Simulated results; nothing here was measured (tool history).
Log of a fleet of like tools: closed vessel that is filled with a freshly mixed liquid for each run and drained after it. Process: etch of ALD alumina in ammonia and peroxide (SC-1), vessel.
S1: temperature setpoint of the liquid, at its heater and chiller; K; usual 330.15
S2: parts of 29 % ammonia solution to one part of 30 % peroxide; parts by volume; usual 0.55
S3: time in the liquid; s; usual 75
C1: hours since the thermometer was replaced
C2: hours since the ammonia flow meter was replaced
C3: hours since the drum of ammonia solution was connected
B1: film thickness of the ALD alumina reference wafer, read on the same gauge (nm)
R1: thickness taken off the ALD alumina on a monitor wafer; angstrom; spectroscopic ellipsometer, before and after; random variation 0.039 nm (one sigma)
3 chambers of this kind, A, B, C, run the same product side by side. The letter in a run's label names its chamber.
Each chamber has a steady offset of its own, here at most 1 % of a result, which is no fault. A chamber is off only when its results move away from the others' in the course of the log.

At day 0.038: chamber C: new drum of ammonia solution connected.
Run 1B, day 0.117: usual settings; C1 856.2; C2 300.5; C3 12.5; B1 40.038. Result: R1 57.018 angstrom.
Run 2C, day 0.325: usual settings; C1 378.6; C2 587.8; C3 6.9; B1 39.992. Result: R1 55.706 angstrom.
Run 3A, day 0.488: usual settings; C1 807.5; C2 1522.8; C3 172.1; B1 40.003. Result: R1 56.233 angstrom.
Run 4B, day 0.642: usual settings; C1 868.8; C2 313.1; C3 25.1; B1 39.997. Result: R1 56.933 angstrom.
Run 5A, day 0.800: usual settings but S1 338.15 K; C1 815.0; C2 1530.3; C3 179.6; B1 40.011. Result: R1 83.305 angstrom.
Run 6C, day 0.942: usual settings but S1 338.15 K; C1 393.4; C2 602.6; C3 21.7; B1 40.020. Result: R1 83.954 angstrom.
Run 7A, day 1.083: usual settings but S1 338.15 K; C1 821.8; C2 1537.1; C3 186.4; B1 40.008. Result: R1 83.752 angstrom.
Run 8B, day 1.196: usual settings; C1 882.1; C2 326.4; C3 38.4; B1 39.971. Result: R1 56.565 angstrom.
Run 9C, day 1.383: usual settings; C1 404.0; C2 613.2; C3 32.3; B1 39.976. Result: R1 56.140 angstrom.
Run 10A, day 1.575: usual settings; C1 833.6; C2 1548.9; C3 198.2; B1 40.030. Result: R1 56.541 angstrom.
Run 11B, day 1.767: usual settings; C1 895.8; C2 340.1; C3 52.1; B1 39.999. Result: R1 56.057 angstrom.
Run 12C, day 1.908: usual settings; C1 416.6; C2 625.8; C3 44.9; B1 40.006. Result: R1 56.364 angstrom.
Run 13A, day 2.050: usual settings; C1 845.0; C2 1560.3; C3 209.6; B1 40.042. Result: R1 56.289 angstrom.
Run 14B, day 2.171: usual settings; C1 905.5; C2 349.8; C3 61.8; B1 39.980. Result: R1 55.190 angstrom.
Run 15C, day 2.362: usual settings; C1 427.5; C2 636.7; C3 55.8; B1 40.048. Result: R1 56.517 angstrom.
Run 16C, day 2.496: usual settings; C1 430.7; C2 639.9; C3 59.0; B1 39.982. Result: R1 56.055 angstrom.
Run 17A, day 2.638: usual settings; C1 859.1; C2 1574.4; C3 223.7; B1 40.001. Result: R1 56.052 angstrom.
Run 18B, day 2.838: usual settings; C1 921.5; C2 365.8; C3 77.8; B1 40.017. Result: R1 54.370 angstrom.
Run 19B, day 3.008: usual settings; C1 925.6; C2 369.9; C3 81.9; B1 40.071. Result: R1 53.857 angstrom.
Run 20C, day 3.217: usual settings but S2 0.70 parts by volume, S3 90 s; C1 448.0; C2 657.2; C3 76.3; B1 39.976. Result: R1 69.003 angstrom.
Run 21A, day 3.338: usual settings but S2 0.70 parts by volume, S3 90 s; C1 875.9; C2 1591.2; C3 240.5; B1 39.966. Result: R1 68.241 angstrom.
Run 22C, day 3.542: usual settings but S2 0.70 parts by volume, S3 90 s; C1 455.8; C2 665.0; C3 84.1; B1 40.028. Result: R1 69.136 angstrom.
Run 23B, day 3.700: usual settings; C1 942.2; C2 386.5; C3 98.5; B1 40.028. Result: R1 53.647 angstrom.
Run 24A, day 3.817: usual settings; C1 887.4; C2 1602.7; C3 252.0; B1 40.008. Result: R1 56.375 angstrom.
Run 25A, day 4.008: usual settings but S2 0.30 parts by volume; C1 892.0; C2 1607.3; C3 256.6; B1 40.000. Result: R1 53.016 angstrom.
Run 26B, day 4.208: usual settings but S2 0.30 parts by volume; C1 954.4; C2 398.7; C3 110.7; B1 39.998. Result: R1 50.158 angstrom.
Run 27C, day 4.312: usual settings but S2 0.30 parts by volume; C1 474.3; C2 683.5; C3 102.6; B1 40.047. Result: R1 52.208 angstrom.
Run 28B, day 4.517: usual settings; C1 961.8; C2 406.1; C3 118.1; B1 40.035. Result: R1 53.485 angstrom.

What goes on in this fleet: one chamber off, a drifting gauge, or nothing beyond the chambers' own small offsets? Name the chamber and the cause, if any.

Chamber B drifts away from the others.
Cause: liquid colder than its thermometer reads (K) = 1.4.

Here are 4 candidates for chamber B's next run, each the usual settings with a change, their results left as question marks. Which one brings its results back in line with what the others give on the usual settings?
In line means no further than this from the other chambers' mean on the usual settings: R1 1.400 angstrom
Run 29B-1, day 4.667: usual settings but S3 80 s. Result: R1 ?.
Run 29B-2, day 4.667: usual settings but S2 0.45 parts by volume. Result: R1 ?.
Run 29B-3, day 4.667: usual settings but S2 0.65 parts by volume. Result: R1 ?.
Run 29B-4, day 4.667: usual settings but S1 329.15 K. Result: R1 ?.

The other chambers' mean on the usual settings: R1 55.977 angstrom
  run      R1
29B-1  56.060
29B-2  51.584
29B-3  53.381
29B-4  49.787
29B-1 brings the chamber back in line.

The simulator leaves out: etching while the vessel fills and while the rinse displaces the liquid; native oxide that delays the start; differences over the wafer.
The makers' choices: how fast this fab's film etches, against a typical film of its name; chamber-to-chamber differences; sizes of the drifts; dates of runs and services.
